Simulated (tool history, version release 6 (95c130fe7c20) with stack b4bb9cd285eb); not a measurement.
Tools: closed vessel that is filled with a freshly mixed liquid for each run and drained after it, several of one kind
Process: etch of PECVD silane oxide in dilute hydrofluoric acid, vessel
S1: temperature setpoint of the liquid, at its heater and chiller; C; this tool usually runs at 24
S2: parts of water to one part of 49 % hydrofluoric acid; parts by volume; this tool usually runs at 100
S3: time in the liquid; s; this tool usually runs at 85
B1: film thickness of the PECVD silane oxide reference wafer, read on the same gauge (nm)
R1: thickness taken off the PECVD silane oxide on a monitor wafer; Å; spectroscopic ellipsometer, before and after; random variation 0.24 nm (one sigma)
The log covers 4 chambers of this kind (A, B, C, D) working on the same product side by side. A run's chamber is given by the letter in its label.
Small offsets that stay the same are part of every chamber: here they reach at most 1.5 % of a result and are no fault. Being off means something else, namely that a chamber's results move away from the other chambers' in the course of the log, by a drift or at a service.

| run | day | S1 | S2 | S3 | B1 | R1 |
|---|---|---|---|---|---|---|
| 1B | 0.483 | 24 | 100 | 85 | 90.007 | 314.27 |
| 2A | 0.821 | 24 | 100 | 85 | 89.969 | 311.46 |
| 3C | 1.138 | 24 | 100 | 85 | 90.003 | 308.35 |
| 4D | 1.538 | 24 | 100 | 85 | 90.019 | 313.54 |
| 5D | 1.996 | 24 | 100 | 85 | 89.996 | 310.13 |
|  | 2.133 | chamber B: thermometer replaced |
| 6A | 2.233 | 24 | 100 | 130 | 89.98 | 476.9 |
| 7C | 2.75 | 24 | 100 | 130 | 90.021 | 477.89 |
| 8B | 3.271 | 24 | 100 | 130 | 89.991 | 471.06 |
| 9A | 3.638 | 24 | 100 | 130 | 89.979 | 473.47 |
| 10C | 3.892 | 24 | 100 | 85 | 90.008 | 312.66 |
| 11B | 4.279 | 24 | 100 | 85 | 90.003 | 314.49 |
| 12D | 4.712 | 24 | 100 | 85 | 89.969 | 309.2 |
| 13B | 5.075 | 24 | 100 | 85 | 89.997 | 311.41 |
| 14C | 5.383 | 24 | 100 | 85 | 89.959 | 305.35 |
| 15D | 5.792 | 24 | 100 | 85 | 90.011 | 305.43 |
| 16A | 6.188 | 24 | 100 | 85 | 90.01 | 312.37 |
| 17C | 6.617 | 24 | 100 | 85 | 89.999 | 305.4 |
| 18B | 6.892 | 24 | 100 | 85 | 90.011 | 309.26 |
| 19A | 7.412 | 24 | 100 | 85 | 89.992 | 312.45 |
| 20D | 7.712 | 24 | 100 | 85 | 90.026 | 311.83 |
| 21C | 7.95 | 24 | 100 | 85 | 90.009 | 292.71 |
| 22D | 8.2 | 24 | 100 | 85 | 89.999 | 307.56 |
| 23B | 8.571 | 26 | 100 | 120 | 89.976 | 471.26 |
| 24A | 9.008 | 26 | 100 | 120 | 89.99 | 477.97 |
| 25C | 9.396 | 26 | 100 | 120 | 89.983 | 453.91 |

Has any chamber moved away from the others, gradually or after a service, or does the common gauge drift, or do the chambers differ only by their own small steady offsets? State the chamber and the most likely cause if one applies.

One chamber, C, drifts off from the rest bit by bit.
Most likely cause: hydrofluoric acid flow below the setpoint (%) = 5.93.
From this log alone, it may not be told apart from: liquid colder than its thermometer reads (K).

Which of the 4 candidates below, each the usual settings with something changed and its results left as question marks, puts chamber C back in line with what the other chambers give on the usual settings?
In line here means within this much of the mean the other chambers give on the usual settings: R1 8.2 Å
| 26C-1 | 9.771 | 23.5 | 110 | 85 |  | ? |
| 26C-2 | 9.771 | 24 | 100 | 90 |  | ? |
| 26C-3 | 9.771 | 24 | 100 | 80 |  | ? |
| 26C-4 | 9.771 | 24 | 95 | 90 |  | ? |

Usual-settings mean across the other chambers: R1 310.01 Å
| run | R1 |
|---|---|
| 26C-1 | 255.39 |
| 26C-2 | 307.41 |
| 26C-3 | 273.25 |
| 26C-4 | 325.78 |
It is 26C-2 that realigns the chamber with its peers.
